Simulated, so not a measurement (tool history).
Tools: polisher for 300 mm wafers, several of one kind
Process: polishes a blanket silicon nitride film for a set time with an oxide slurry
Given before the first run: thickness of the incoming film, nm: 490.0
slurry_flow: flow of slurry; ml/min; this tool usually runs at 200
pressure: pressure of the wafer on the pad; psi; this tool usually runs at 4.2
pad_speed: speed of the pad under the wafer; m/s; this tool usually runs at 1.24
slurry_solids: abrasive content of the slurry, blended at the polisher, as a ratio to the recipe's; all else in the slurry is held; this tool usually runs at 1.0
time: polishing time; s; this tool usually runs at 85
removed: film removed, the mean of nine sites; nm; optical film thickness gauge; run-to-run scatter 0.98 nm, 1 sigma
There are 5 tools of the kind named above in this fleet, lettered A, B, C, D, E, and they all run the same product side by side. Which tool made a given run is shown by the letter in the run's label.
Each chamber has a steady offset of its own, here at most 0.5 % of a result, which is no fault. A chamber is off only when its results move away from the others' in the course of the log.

| run | day | slurry_flow | pressure | pad_speed | slurry_solids | time | wafers polished on this pad | hours since the slurry nozzle was cleaned | hours since the head pressure was calibrated | hours since the slurry blender was calibrated | hours since the conditioning disc was replaced | removed |
|---|---|---|---|---|---|---|---|---|---|---|---|---|
| 1D | 0.192 | 200 | 4.2 | 1.24 | 1.0 | 85 | 230 | 124.8 | 331.7 | 98.0 | 300.1 | 88.699 |
| 2A | 0.358 | 200 | 4.2 | 1.24 | 1.0 | 85 | 618 | 48.0 | 228.6 | 76.1 | 125.0 | 89.669 |
|  | 0.438 | chamber C: conditioning disc replaced and pad reconditioned |
|  | 0.488 | chamber D: slurry blender recalibrated |
| 3E | 0.571 | 200 | 4.2 | 1.24 | 1.0 | 85 | 229 | 142.8 | 63.9 | 409.0 | 361.0 | 90.353 |
|  | 0.783 | chamber E: slurry blender recalibrated |
| 4B | 0.829 | 200 | 4.2 | 1.24 | 1.0 | 85 | 310 | 38.7 | 271.8 | 38.7 | 503.6 | 91.040 |
|  | 0.879 | chamber A: worn pad replaced by a new one |
| 5C | 1.012 | 200 | 4.2 | 1.24 | 1.0 | 85 | 918 | 322.7 | 610.5 | 268.2 | 13.9 | 93.585 |
| 6C | 1.150 | 200 | 4.2 | 1.24 | 1.0 | 85 | 940 | 326.0 | 613.8 | 271.5 | 17.2 | 90.456 |
| 7A | 1.283 | 200 | 4.2 | 1.24 | 1.0 | 85 | 64 | 70.2 | 250.8 | 98.3 | 147.2 | 91.920 |
| 8B | 1.517 | 200 | 4.2 | 1.24 | 1.0 | 85 | 419 | 55.2 | 288.3 | 55.2 | 520.1 | 93.161 |
| 9D | 1.717 | 200 | 4.2 | 1.24 | 1.0 | 85 | 471 | 161.4 | 368.3 | 29.5 | 336.7 | 90.104 |
| 10E | 1.900 | 200 | 4.2 | 1.24 | 1.0 | 85 | 439 | 174.7 | 95.8 | 26.9 | 392.9 | 89.504 |
| 11E | 2.146 | 200 | 4.2 | 1.24 | 1.0 | 85 | 478 | 180.6 | 101.7 | 32.8 | 398.8 | 92.232 |
|  | 2.233 | chamber B: conditioning disc replaced and pad reconditioned |
| 12B | 2.267 | 200 | 4.2 | 1.24 | 1.0 | 85 | 538 | 73.2 | 306.3 | 73.2 | 0.8 | 91.603 |
| 13D | 2.533 | 200 | 4.2 | 1.24 | 1.0 | 85 | 600 | 181.0 | 387.9 | 49.1 | 356.3 | 88.853 |
|  | 2.675 | chamber C: slurry blender recalibrated |
| 14A | 2.788 | 200 | 4.2 | 1.24 | 1.0 | 85 | 302 | 106.3 | 286.9 | 134.4 | 183.3 | 87.431 |
| 15C | 3.025 | 200 | 4.2 | 1.24 | 1.0 | 85 | 1237 | 371.0 | 658.8 | 8.4 | 62.2 | 90.182 |
| 16B | 3.225 | 200 | 4.2 | 1.24 | 1.0 | 85 | 690 | 96.2 | 329.3 | 96.2 | 23.8 | 89.410 |
| 17D | 3.488 | 245 | 4.2 | 1.24 | 1.0 | 85 | 751 | 203.9 | 410.8 | 72.0 | 379.2 | 95.356 |
| 18A | 3.679 | 245 | 4.2 | 1.24 | 1.0 | 85 | 443 | 127.7 | 308.3 | 155.8 | 204.7 | 89.862 |
| 19C | 3.808 | 245 | 4.2 | 1.24 | 1.0 | 85 | 1361 | 389.8 | 677.6 | 27.2 | 81.0 | 92.582 |
| 20E | 3.958 | 245 | 4.2 | 1.24 | 1.0 | 85 | 765 | 224.1 | 145.2 | 76.3 | 442.3 | 92.851 |
|  | 4.042 | chamber C: worn pad replaced by a new one |
|  | 4.138 | chamber A: slurry blender recalibrated |
| 21E | 4.204 | 245 | 4.2 | 1.24 | 1.0 | 85 | 804 | 230.0 | 151.1 | 82.2 | 448.2 | 91.282 |
| 22A | 4.471 | 200 | 4.2 | 1.24 | 1.0 | 85 | 569 | 146.7 | 327.3 | 8.1 | 223.7 | 86.452 |
| 23C | 4.729 | 200 | 4.2 | 1.46 | 1.2 | 85 | 109 | 411.9 | 699.7 | 49.3 | 103.1 | 111.570 |
|  | 4.892 | chamber A: worn pad replaced by a new one |
| 24B | 4.933 | 200 | 4.2 | 1.46 | 1.2 | 85 | 960 | 137.2 | 370.3 | 137.2 | 64.8 | 111.980 |
| 25D | 5.062 | 200 | 4.2 | 1.46 | 1.2 | 85 | 1001 | 241.7 | 448.6 | 109.8 | 417.0 | 112.330 |
| 26E | 5.258 | 200 | 4.2 | 1.46 | 1.2 | 85 | 971 | 255.3 | 176.4 | 107.5 | 473.5 | 112.110 |
| 27A | 5.512 | 200 | 4.2 | 1.46 | 1.2 | 85 | 98 | 171.7 | 352.3 | 33.1 | 248.7 | 103.860 |
|  | 5.654 | chamber D: worn pad replaced by a new one |
| 28C | 5.692 | 200 | 4.2 | 1.24 | 1.0 | 85 | 261 | 435.0 | 722.8 | 72.4 | 126.2 | 90.070 |
|  | 5.796 | chamber E: worn pad replaced by a new one |
|  | 5.838 | chamber D: slurry blender recalibrated |
| 29B | 5.925 | 200 | 4.2 | 1.24 | 1.0 | 85 | 1117 | 161.0 | 394.1 | 161.0 | 88.6 | 91.012 |
| 30D | 6.062 | 200 | 4.2 | 1.24 | 0.8 | 85 | 65 | 265.7 | 472.6 | 5.5 | 441.0 | 81.598 |
| 31D | 6.258 | 200 | 4.2 | 1.24 | 0.8 | 85 | 96 | 270.4 | 477.3 | 10.2 | 445.7 | 82.080 |
| 32A | 6.529 | 200 | 4.2 | 1.24 | 0.8 | 85 | 259 | 196.1 | 376.7 | 57.5 | 273.1 | 76.234 |
| 33B | 6.742 | 200 | 4.2 | 1.24 | 0.8 | 85 | 1246 | 180.6 | 413.7 | 180.6 | 108.2 | 82.597 |
| 34C | 6.954 | 200 | 4.2 | 1.24 | 0.8 | 85 | 461 | 465.3 | 753.1 | 102.7 | 156.5 | 83.022 |
| 35E | 7.179 | 200 | 4.2 | 1.24 | 1.0 | 85 | 219 | 301.4 | 222.5 | 153.6 | 519.6 | 89.879 |
| 36A | 7.358 | 200 | 4.2 | 1.24 | 1.0 | 85 | 390 | 216.0 | 396.6 | 77.4 | 293.0 | 81.602 |
|  | 7.429 | chamber B: worn pad replaced by a new one |
| 37C | 7.617 | 200 | 4.2 | 1.24 | 1.0 | 85 | 566 | 481.2 | 769.0 | 118.6 | 172.4 | 90.758 |
| 38D | 7.808 | 200 | 4.2 | 1.24 | 1.0 | 85 | 341 | 307.6 | 514.5 | 47.4 | 482.9 | 89.146 |
| 39B | 8.046 | 200 | 4.2 | 1.24 | 1.0 | 85 | 98 | 211.9 | 445.0 | 211.9 | 139.5 | 90.337 |
|  | 8.067 | chamber A: conditioning disc replaced and pad reconditioned |
| 40E | 8.171 | 200 | 4.2 | 1.24 | 1.0 | 85 | 376 | 325.2 | 246.3 | 177.4 | 543.4 | 91.179 |
|  | 8.304 | chamber D: conditioning disc replaced and pad reconditioned |
| 41B | 8.338 | 200 | 5.5 | 1.24 | 1.0 | 96 | 144 | 218.9 | 452.0 | 218.9 | 146.5 | 135.180 |
| 42A | 8.458 | 200 | 5.5 | 1.24 | 1.0 | 96 | 564 | 242.4 | 423.0 | 103.8 | 9.5 | 120.210 |
| 43D | 8.662 | 200 | 5.5 | 1.24 | 1.0 | 96 | 476 | 328.1 | 535.0 | 67.9 | 8.6 | 134.650 |

Decide between three cases: one chamber stands off from its peers, the gauge reading all wafers drifts, or nothing is wrong past each chamber's small offset. Where a chamber is off, say which and what most likely put it there.

One chamber, A, drifts off from the rest bit by bit.
What lies behind it: head's pressure below its setpoint, % = 11.

Below are 4 candidate recipes for chamber A's next run, each the usual settings with a change, their results shown as question marks. Which of them brings A's results back in line with what the other chambers give on the usual settings?
Counts as in line when no further than this from what the other chambers average on the usual settings: removed 3.400 nm
| 44A-1 | 8.858 | 200 | 4.2 | 1.24 | 0.95 | 77 |  |  |  |  |  | ? |
| 44A-2 | 8.858 | 200 | 4.3 | 1.28 | 1.00 | 85 |  |  |  |  |  | ? |
| 44A-3 | 8.858 | 200 | 4.2 | 1.16 | 1.00 | 85 |  |  |  |  |  | ? |
| 44A-4 | 8.858 | 200 | 4.2 | 1.44 | 1.00 | 85 |  |  |  |  |  | ? |

Other chambers, usual settings, mean: removed 90.688 nm
| run | removed |
|---|---|
| 44A-1 | 70.716 |
| 44A-2 | 83.890 |
| 44A-3 | 75.815 |
| 44A-4 | 89.908 |
It is 44A-4 that realigns the chamber with its peers.

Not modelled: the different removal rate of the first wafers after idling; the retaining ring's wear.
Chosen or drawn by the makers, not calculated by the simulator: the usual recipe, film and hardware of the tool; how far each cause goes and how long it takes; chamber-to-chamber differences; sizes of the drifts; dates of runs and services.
